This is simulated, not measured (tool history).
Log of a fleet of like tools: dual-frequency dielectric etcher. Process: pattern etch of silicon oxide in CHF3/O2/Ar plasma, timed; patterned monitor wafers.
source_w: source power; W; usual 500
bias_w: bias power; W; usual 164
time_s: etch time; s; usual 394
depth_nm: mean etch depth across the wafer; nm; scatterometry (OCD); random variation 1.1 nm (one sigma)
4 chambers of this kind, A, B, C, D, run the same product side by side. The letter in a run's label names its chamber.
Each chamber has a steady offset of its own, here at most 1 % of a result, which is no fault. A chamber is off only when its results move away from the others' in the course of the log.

run   hour  source_w  bias_w  time_s  hours since the last wet clean  hours since the last source power generator calibration  hours since the last bias power generator calibration  read-back reference wafer on the same gauge, depth_nm  depth_nm
 1D   10.2       500     164     394                           312.1                                                    418.3                                                 1541.4                                                 600.96    703.43
 2C   15.6       500     164     394                           174.6                                                   2484.6                                                  972.9                                                 601.21    709.03
      16.1  -- chamber B: wet clean of the chamber
 3A   25.7       500     164     394                           245.8                                                    143.8                                                  894.5                                                 601.07    711.93
 4B   36.8       500     164     394                            20.8                                                    122.2                                                 1074.2                                                 601.35    702.46
 5D   44.5       500     164     394                           346.4                                                    452.6                                                 1575.7                                                 601.63    703.75
 6C   55.1       500     164     394                           214.1                                                   2524.1                                                 1012.4                                                 601.44    711.65
 7B   64.5       500     164     394                            48.5                                                    149.9                                                 1101.9                                                 601.73    704.87
 8A   71.5       600     202     394                           291.6                                                    189.6                                                  940.3                                                    602    817.96
 9D   76.8       600     202     394                           378.7                                                    484.9                                                   1608                                                 601.77    808.29
10A   82.5       600     202     394                           302.6                                                    200.6                                                  951.3                                                 601.82    819.21
11B   94.1       600     202     394                            78.1                                                    179.5                                                 1131.5                                                 601.89    812.44
12C  100.3       500     164     394                           259.3                                                   2569.3                                                 1057.6                                                 602.24    712.64
13A    112       500     164     394                           332.1                                                    230.1                                                  980.8                                                 602.02    710.57
14C  122.7       500     164     394                           281.7                                                   2591.7                                                   1080                                                 602.38    710.25
15B  133.2       500     164     394                           117.2                                                    218.6                                                 1170.6                                                 602.16    703.67
16D  141.7       500     164     394                           443.6                                                    549.8                                                 1672.9                                                 602.66     705.5
17B  149.5       500     164     394                           133.5                                                    234.9                                                 1186.9                                                 602.45    708.13
18D  159.5       500     164     394                           461.4                                                    567.6                                                 1690.7                                                 602.78    707.45
19A  170.7       500     164     394                           390.8                                                    288.8                                                 1039.5                                                 602.66    710.72
20C  178.5       500     164     394                           337.5                                                   2647.5                                                 1135.8                                                 602.98    712.79
     180.9  -- chamber A: wet clean of the chamber
21B  188.5       580     164     394                           172.5                                                    273.9                                                 1225.9                                                 602.75    746.94
22D  199.1       580     164     394                             501                                                    607.2                                                 1730.3                                                 603.02    747.98
23A  205.8       580     164     394                              25                                                    323.9                                                 1074.6                                                  603.2     756.1
24C  211.3       580     164     394                           370.3                                                   2680.3                                                 1168.6                                                 602.97    752.88
25A  223.2       500     164     394                            42.4                                                    341.3                                                   1092                                                 603.34    712.35
26D  231.7       500     164     394                           533.6                                                    639.8                                                 1762.9                                                 603.26    709.13
27C  243.1       500     164     394                           402.1                                                   2712.1                                                 1200.4                                                 603.41    713.11
28B  251.3       500     164   495.5                           235.3                                                    336.7                                                 1288.7                                                 603.72    891.41
29B  262.1       500     164   495.5                           246.1                                                    347.5                                                 1299.5                                                 603.79    890.24
30C  274.1       500     164   495.5                           433.1                                                   2743.1                                                 1231.4                                                 603.89    899.15
     283.2  -- chamber D: wet clean of the chamber
31A  286.2       500     164   495.5                           105.4                                                    404.3                                                   1155                                                 604.26    895.02
32D  292.9       500     164     394                             9.7                                                      701                                                 1824.1                                                 604.43    707.55
     293.3  -- chamber C: wet clean of the chamber
33C    302       500     164     394                             8.8                                                     2771                                                 1259.3                                                 603.91    710.84
34D  310.7       430     181     394                            27.5                                                    718.8                                                 1841.9                                                 604.25     690.3
35B  320.6       430     181     394                           304.6                                                      406                                                   1358                                                  604.5    691.83
36A  327.7       430     181     394                           146.9                                                    445.8                                                 1196.5                                                 604.35    698.66
37A  339.2       430     181     394                           158.4                                                    457.3                                                   1208                                                 604.42    697.95
38C  345.8       500     164     394                            52.6                                                   2814.8                                                 1303.1                                                 604.55    713.94
39D  354.7       500     164     394                            71.5                                                    762.8                                                 1885.9                                                  604.7    708.35
40B    364       500     164     394                             348                                                    449.4                                                 1401.4                                                 604.88    708.11
41D  373.4       500     164     394                            90.2                                                    781.5                                                 1904.6                                                  604.9    710.01

All 4 chambers run these settings next. Forecast each chamber's results:
42A  382.2       500     164     394                                                                                                                                                                                                                ?
42B  382.2       500     164     394                                                                                                                                                                                                                ?
42C  382.2       500     164     394                                                                                                                                                                                                                ?
42D  382.2       500     164     394                                                                                                                                                                                                                ?

run  depth_nm
42A    713.79
42B    709.52
42C    714.93
42D    708.54

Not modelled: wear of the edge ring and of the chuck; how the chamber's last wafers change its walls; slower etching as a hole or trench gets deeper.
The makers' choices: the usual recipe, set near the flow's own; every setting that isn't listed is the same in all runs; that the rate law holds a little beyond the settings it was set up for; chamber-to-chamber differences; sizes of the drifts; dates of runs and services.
